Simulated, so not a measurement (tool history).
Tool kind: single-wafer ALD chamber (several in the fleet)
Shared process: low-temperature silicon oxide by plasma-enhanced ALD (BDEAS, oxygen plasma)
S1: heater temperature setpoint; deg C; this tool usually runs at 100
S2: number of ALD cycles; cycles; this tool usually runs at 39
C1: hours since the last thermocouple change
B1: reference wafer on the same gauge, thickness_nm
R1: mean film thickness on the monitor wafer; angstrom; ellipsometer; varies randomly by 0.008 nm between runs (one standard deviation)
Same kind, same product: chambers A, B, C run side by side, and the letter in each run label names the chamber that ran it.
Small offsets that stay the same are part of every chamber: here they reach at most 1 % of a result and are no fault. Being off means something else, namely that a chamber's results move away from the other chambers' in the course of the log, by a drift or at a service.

run 1B hour=12.2 | S1=100 S2=39 | C1=1885.4 | B1=4.5186 | R1=55.876
run 2C hour=24.2 | S1=100 S2=39 | C1=2366.3 | B1=4.5163 | R1=55.375
run 3A hour=36.0 | S1=100 S2=39 | C1=2118.7 | B1=4.5156 | R1=56.044
run 4A hour=47.0 | S1=100 S2=39 | C1=2129.7 | B1=4.5147 | R1=56.087
run 5C hour=59.2 | S1=100 S2=39 | C1=2401.3 | B1=4.5149 | R1=55.253
-- hour=61.6 chamber C: thermocouple changed; heater temperature recalibrated
run 6B hour=68.5 | S1=100 S2=39 | C1=1941.7 | B1=4.5113 | R1=55.800
run 7C hour=79.0 | S1=100 S2=39 | C1=17.4 | B1=4.5110 | R1=55.323
run 8A hour=87.6 | S1=100 S2=39 | C1=2170.3 | B1=4.5100 | R1=55.981
run 9B hour=98.8 | S1=100 S2=39 | C1=1972.0 | B1=4.5087 | R1=55.935
run 10A hour=108.3 | S1=100 S2=39 | C1=2191.0 | B1=4.5075 | R1=55.804
run 11B hour=116.7 | S1=100 S2=39 | C1=1989.9 | B1=4.5054 | R1=55.674
run 12C hour=126.0 | S1=88 S2=34 | C1=64.4 | B1=4.5075 | R1=50.228
run 13B hour=134.5 | S1=88 S2=34 | C1=2007.7 | B1=4.5033 | R1=50.782
run 14A hour=141.6 | S1=88 S2=34 | C1=2224.3 | B1=4.5042 | R1=50.762
run 15C hour=150.1 | S1=93 S2=39 | C1=88.5 | B1=4.5041 | R1=56.517
run 16B hour=158.9 | S1=93 S2=39 | C1=2032.1 | B1=4.5007 | R1=57.238
run 17C hour=171.9 | S1=93 S2=39 | C1=110.3 | B1=4.5003 | R1=56.652
run 18A hour=178.8 | S1=100 S2=39 | C1=2261.5 | B1=4.4992 | R1=55.862
run 19B hour=189.7 | S1=100 S2=39 | C1=2062.9 | B1=4.4964 | R1=55.556
run 20C hour=201.8 | S1=100 S2=39 | C1=140.2 | B1=4.4972 | R1=55.141
run 21A hour=214.6 | S1=108 S2=39 | C1=2297.3 | B1=4.4954 | R1=54.900
run 22C hour=227.8 | S1=108 S2=39 | C1=166.2 | B1=4.4937 | R1=54.228

For the next run the whole fleet of 3 chambers uses the same settings. Give each chamber's results:
run 23A hour=237.6 | S1=100 S2=39 | R1=?
run 23B hour=237.6 | S1=100 S2=39 | R1=?
run 23C hour=237.6 | S1=100 S2=39 | R1=?

run=23A R1=55.896
run=23B R1=55.743
run=23C R1=55.122
